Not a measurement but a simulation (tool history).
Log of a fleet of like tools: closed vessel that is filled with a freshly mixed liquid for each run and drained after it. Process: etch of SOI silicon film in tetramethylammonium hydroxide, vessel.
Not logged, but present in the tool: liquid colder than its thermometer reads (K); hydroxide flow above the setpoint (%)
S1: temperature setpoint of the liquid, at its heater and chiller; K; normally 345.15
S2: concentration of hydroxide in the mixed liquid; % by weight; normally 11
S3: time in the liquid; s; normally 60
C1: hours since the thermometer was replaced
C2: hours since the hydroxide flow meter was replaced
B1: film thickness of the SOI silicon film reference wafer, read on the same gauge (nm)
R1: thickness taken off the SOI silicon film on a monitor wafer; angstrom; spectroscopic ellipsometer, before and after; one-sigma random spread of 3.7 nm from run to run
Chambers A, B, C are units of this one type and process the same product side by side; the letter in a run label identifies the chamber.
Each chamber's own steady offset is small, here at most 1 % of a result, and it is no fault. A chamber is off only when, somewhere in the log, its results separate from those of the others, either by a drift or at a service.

run	hour	S1	S2	S3	C1	C2	B1	R1
1A	6.5	345.15	11	60	777.2	1208.9	89.975	4956.1
2C	14.3	345.15	11	60	1008.5	888.2	89.983	5039.5
3B	19.2	345.15	11	60	480.7	481.1	89.968	4984.1
4C	24	345.15	11	60	1018.2	897.9	90.027	4915.3
5B	30.5	345.15	11	60	492	492.4	89.985	4950.7
6A	38.7	345.15	11	60	809.4	1241.1	90.006	4870.3
7A	45.1	350.15	11	60	815.8	1247.5	89.991	6493
8C	52.2	350.15	11	60	1046.4	926.1	90.02	6470.5
9B	61	350.15	11	60	522.5	522.9	89.983	6545
10C	69.7	345.15	11	60	1063.9	943.6	90.011	4914.3
11A	78.4	345.15	11	60	849.1	1280.8	90.01	4910.3
12B	88.1	345.15	11	60	549.6	550	89.978	4850.1
13B	94	345.15	11	60	555.5	555.9	90.036	4801.3
14C	102.4	345.15	11	60	1096.6	976.3	90.035	5018.9
15A	108.1	345.15	11	60	878.8	1310.5	90.045	4873
16A	113.2	341.15	8	60	883.9	1315.6	90.021	4405.3
17C	119.5	341.15	8	60	1113.7	993.4	90.011	4405.3
18B	127.1	341.15	8	60	588.6	589	90.016	4130.3
19B	136.7	352.15	13.5	60	598.2	598.6	89.996	6439.3
20A	146.3	352.15	13.5	60	917	1348.7	90.007	6640.6

Which is it: a chamber that has drifted or been left off by a service, a gauge drift common to all chambers, or only each chamber's usual small offset? If a chamber is off, name it and its likeliest cause.

It is chamber B that slowly wanders off from its peers.
Likeliest cause: liquid colder than its thermometer reads (K) = 1.4.

Chamber B could run next with any of the 4 candidate recipes listed below; each alters the usual settings, and their results appear as question marks. Which one brings its results back in line with what the other chambers deliver on the usual settings?
In-line tolerance around the mean of the other chambers on the usual settings: R1 130 angstrom
21B-1	153.5	345.15	13	60				?
21B-2	153.5	345.15	15	60				?
21B-3	153.5	345.15	11	65				?
21B-4	153.5	346.15	11	65				?

Average result of the remaining chambers running the usual settings: R1 4918.1 angstrom
run	R1
21B-1	4251.8
21B-2	3958.4
21B-3	4923.8
21B-4	5216.5
With 21B-3, the chamber falls back in line with the rest.

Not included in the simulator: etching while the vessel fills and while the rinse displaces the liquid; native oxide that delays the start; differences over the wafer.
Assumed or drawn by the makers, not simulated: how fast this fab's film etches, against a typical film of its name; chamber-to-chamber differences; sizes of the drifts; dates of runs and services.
